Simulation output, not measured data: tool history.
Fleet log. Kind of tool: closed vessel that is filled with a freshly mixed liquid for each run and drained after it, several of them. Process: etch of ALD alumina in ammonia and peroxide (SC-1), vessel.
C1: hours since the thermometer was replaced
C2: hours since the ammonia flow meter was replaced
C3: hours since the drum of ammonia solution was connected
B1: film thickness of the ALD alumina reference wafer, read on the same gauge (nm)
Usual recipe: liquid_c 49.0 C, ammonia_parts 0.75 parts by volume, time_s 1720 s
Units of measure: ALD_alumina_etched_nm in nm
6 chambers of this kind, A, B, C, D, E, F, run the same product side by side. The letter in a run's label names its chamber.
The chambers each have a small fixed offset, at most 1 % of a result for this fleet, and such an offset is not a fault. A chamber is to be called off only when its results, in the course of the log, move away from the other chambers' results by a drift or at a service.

Run 1F, hour 9.7: usual settings; C1 657.4; C2 2050.3; C3 105.1; B1 140.04. Result: ALD_alumina_etched_nm 58.521 nm.
Run 2D, hour 17.1: usual settings; C1 425.8; C2 64.5; C3 583.4; B1 139.97. Result: ALD_alumina_etched_nm 56.858 nm.
Run 3A, hour 24.7: usual settings; C1 883.5; C2 574.5; C3 576.0; B1 139.98. Result: ALD_alumina_etched_nm 58.395 nm.
Run 4C, hour 34.5: usual settings; C1 840.1; C2 1052.0; C3 72.1; B1 140.01. Result: ALD_alumina_etched_nm 57.313 nm.
Run 5B, hour 41.8: usual settings; C1 303.0; C2 775.2; C3 231.7; B1 139.99. Result: ALD_alumina_etched_nm 56.730 nm.
Run 6E, hour 47.5: usual settings; C1 568.7; C2 357.7; C3 460.1; B1 140.03. Result: ALD_alumina_etched_nm 56.448 nm.
Run 7D, hour 53.0: usual settings; C1 461.7; C2 100.4; C3 619.3; B1 140.03. Result: ALD_alumina_etched_nm 57.608 nm.
At hour 58.6: chamber B: new drum of ammonia solution connected.
Run 8C, hour 61.2: usual settings but ammonia_parts 0.35 parts by volume; C1 866.8; C2 1078.7; C3 98.8; B1 139.98. Result: ALD_alumina_etched_nm 54.048 nm.
Run 9B, hour 71.9: usual settings but ammonia_parts 0.35 parts by volume; C1 333.1; C2 805.3; C3 13.3; B1 139.99. Result: ALD_alumina_etched_nm 51.725 nm.
Run 10A, hour 78.2: usual settings but ammonia_parts 0.35 parts by volume; C1 937.0; C2 628.0; C3 629.5; B1 140.04. Result: ALD_alumina_etched_nm 52.774 nm.
Run 11F, hour 84.4: usual settings but ammonia_parts 0.35 parts by volume; C1 732.1; C2 2125.0; C3 179.8; B1 139.99. Result: ALD_alumina_etched_nm 53.908 nm.
At hour 89.5: chamber D: thermometer replaced.
Run 12E, hour 90.4: usual settings but ammonia_parts 0.35 parts by volume; C1 611.6; C2 400.6; C3 503.0; B1 140.00. Result: ALD_alumina_etched_nm 53.112 nm.
Run 13B, hour 96.8: usual settings but ammonia_parts 0.35 parts by volume; C1 358.0; C2 830.2; C3 38.2; B1 140.00. Result: ALD_alumina_etched_nm 51.409 nm.
Run 14F, hour 102.0: usual settings; C1 749.7; C2 2142.6; C3 197.4; B1 139.98. Result: ALD_alumina_etched_nm 58.305 nm.
Run 15A, hour 110.0: usual settings; C1 968.8; C2 659.8; C3 661.3; B1 140.04. Result: ALD_alumina_etched_nm 57.914 nm.
Run 16E, hour 118.1: usual settings but liquid_c 57.0 C; C1 639.3; C2 428.3; C3 530.7; B1 139.99. Result: ALD_alumina_etched_nm 87.350 nm.
Run 17C, hour 123.0: usual settings but liquid_c 57.0 C; C1 928.6; C2 1140.5; C3 160.6; B1 140.00. Result: ALD_alumina_etched_nm 89.315 nm.
At hour 129.8: chamber E: new drum of ammonia solution connected.
Run 18D, hour 130.9: usual settings but liquid_c 57.0 C; C1 41.4; C2 178.3; C3 697.2; B1 140.01. Result: ALD_alumina_etched_nm 87.532 nm.
At hour 132.3: chamber D: new drum of ammonia solution connected.
Run 19D, hour 138.7: usual settings but liquid_c 57.0 C; C1 49.2; C2 186.1; C3 6.5; B1 140.06. Result: ALD_alumina_etched_nm 89.275 nm.
Run 20E, hour 148.6: usual settings but liquid_c 57.0 C; C1 669.8; C2 458.8; C3 18.8; B1 140.00. Result: ALD_alumina_etched_nm 87.778 nm.
Run 21A, hour 154.7: usual settings but liquid_c 57.0 C; C1 1013.5; C2 704.5; C3 706.0; B1 140.02. Result: ALD_alumina_etched_nm 87.347 nm.
Run 22B, hour 164.4: usual settings; C1 425.6; C2 897.8; C3 105.8; B1 140.02. Result: ALD_alumina_etched_nm 53.157 nm.
At hour 166.5: chamber C: ammonia flow meter replaced.
Run 23C, hour 171.4: usual settings; C1 977.0; C2 4.9; C3 209.0; B1 139.92. Result: ALD_alumina_etched_nm 57.094 nm.
Run 24F, hour 177.7: usual settings; C1 825.4; C2 2218.3; C3 273.1; B1 139.98. Result: ALD_alumina_etched_nm 58.338 nm.
Run 25B, hour 186.7: usual settings but ammonia_parts 1.10 parts by volume, time_s 2295 s; C1 447.9; C2 920.1; C3 128.1; B1 139.97. Result: ALD_alumina_etched_nm 74.349 nm.
Run 26D, hour 193.2: usual settings but ammonia_parts 1.10 parts by volume, time_s 2295 s; C1 103.7; C2 240.6; C3 61.0; B1 140.00. Result: ALD_alumina_etched_nm 80.022 nm.
Run 27E, hour 200.5: usual settings but ammonia_parts 1.10 parts by volume, time_s 2295 s; C1 721.7; C2 510.7; C3 70.7; B1 140.04. Result: ALD_alumina_etched_nm 79.166 nm.
Run 28C, hour 207.2: usual settings but ammonia_parts 1.10 parts by volume, time_s 2295 s; C1 1012.8; C2 40.7; C3 244.8; B1 140.01. Result: ALD_alumina_etched_nm 79.424 nm.
Run 29F, hour 213.7: usual settings but ammonia_parts 1.10 parts by volume, time_s 2295 s; C1 861.4; C2 2254.3; C3 309.1; B1 139.99. Result: ALD_alumina_etched_nm 80.016 nm.
Run 30A, hour 224.5: usual settings but ammonia_parts 1.10 parts by volume, time_s 2295 s; C1 1083.3; C2 774.3; C3 775.8; B1 140.03. Result: ALD_alumina_etched_nm 79.266 nm.
Run 31E, hour 229.6: usual settings; C1 750.8; C2 539.8; C3 99.8; B1 140.03. Result: ALD_alumina_etched_nm 57.925 nm.
Run 32F, hour 238.4: usual settings; C1 886.1; C2 2279.0; C3 333.8; B1 140.00. Result: ALD_alumina_etched_nm 58.078 nm.
Run 33C, hour 245.5: usual settings; C1 1051.1; C2 79.0; C3 283.1; B1 140.00. Result: ALD_alumina_etched_nm 57.155 nm.
Run 34B, hour 250.8: usual settings; C1 512.0; C2 984.2; C3 192.2; B1 140.01. Result: ALD_alumina_etched_nm 52.925 nm.
Run 35A, hour 259.5: usual settings; C1 1118.3; C2 809.3; C3 810.8; B1 139.96. Result: ALD_alumina_etched_nm 57.106 nm.
Run 36D, hour 269.7: usual settings; C1 180.2; C2 317.1; C3 137.5; B1 140.00. Result: ALD_alumina_etched_nm 58.496 nm.
Run 37D, hour 275.9: usual settings; C1 186.4; C2 323.3; C3 143.7; B1 140.02. Result: ALD_alumina_etched_nm 56.804 nm.
Run 38E, hour 284.6: usual settings; C1 805.8; C2 594.8; C3 154.8; B1 140.00. Result: ALD_alumina_etched_nm 57.036 nm.

Decide between three cases: one chamber stands off from its peers, the gauge reading all wafers drifts, or nothing is wrong past each chamber's small offset. Where a chamber is off, say which and what most likely put it there.

It is chamber B that slowly wanders off from its peers.
Likeliest cause: liquid colder than its thermometer reads (K) = 1.91.

Here are 4 candidates for chamber B's next run, each the usual settings with a change, their results left as question marks. Which one brings its results back in line with what the others give on the usual settings?
To be in line, a result may differ from the other chambers' mean on the usual settings by at most: ALD_alumina_etched_nm 1.900 nm
Run 39B-1, hour 292.3: usual settings but time_s 1540 s. Result: ALD_alumina_etched_nm ?.
Run 39B-2, hour 292.3: usual settings but liquid_c 51.0 C. Result: ALD_alumina_etched_nm ?.
Run 39B-3, hour 292.3: usual settings but liquid_c 50.5 C, time_s 1890 s. Result: ALD_alumina_etched_nm ?.
Run 39B-4, hour 292.3: usual settings but liquid_c 47.5 C, time_s 1550 s. Result: ALD_alumina_etched_nm ?.

Other chambers, usual settings, mean: ALD_alumina_etched_nm 57.567 nm
  run  ALD_alumina_etched_nm
39B-1                 46.002
39B-2                 57.342
39B-3                 61.321
39B-4                 42.593
The answer is 39B-2, which returns the chamber to within the allowed miss of the others.
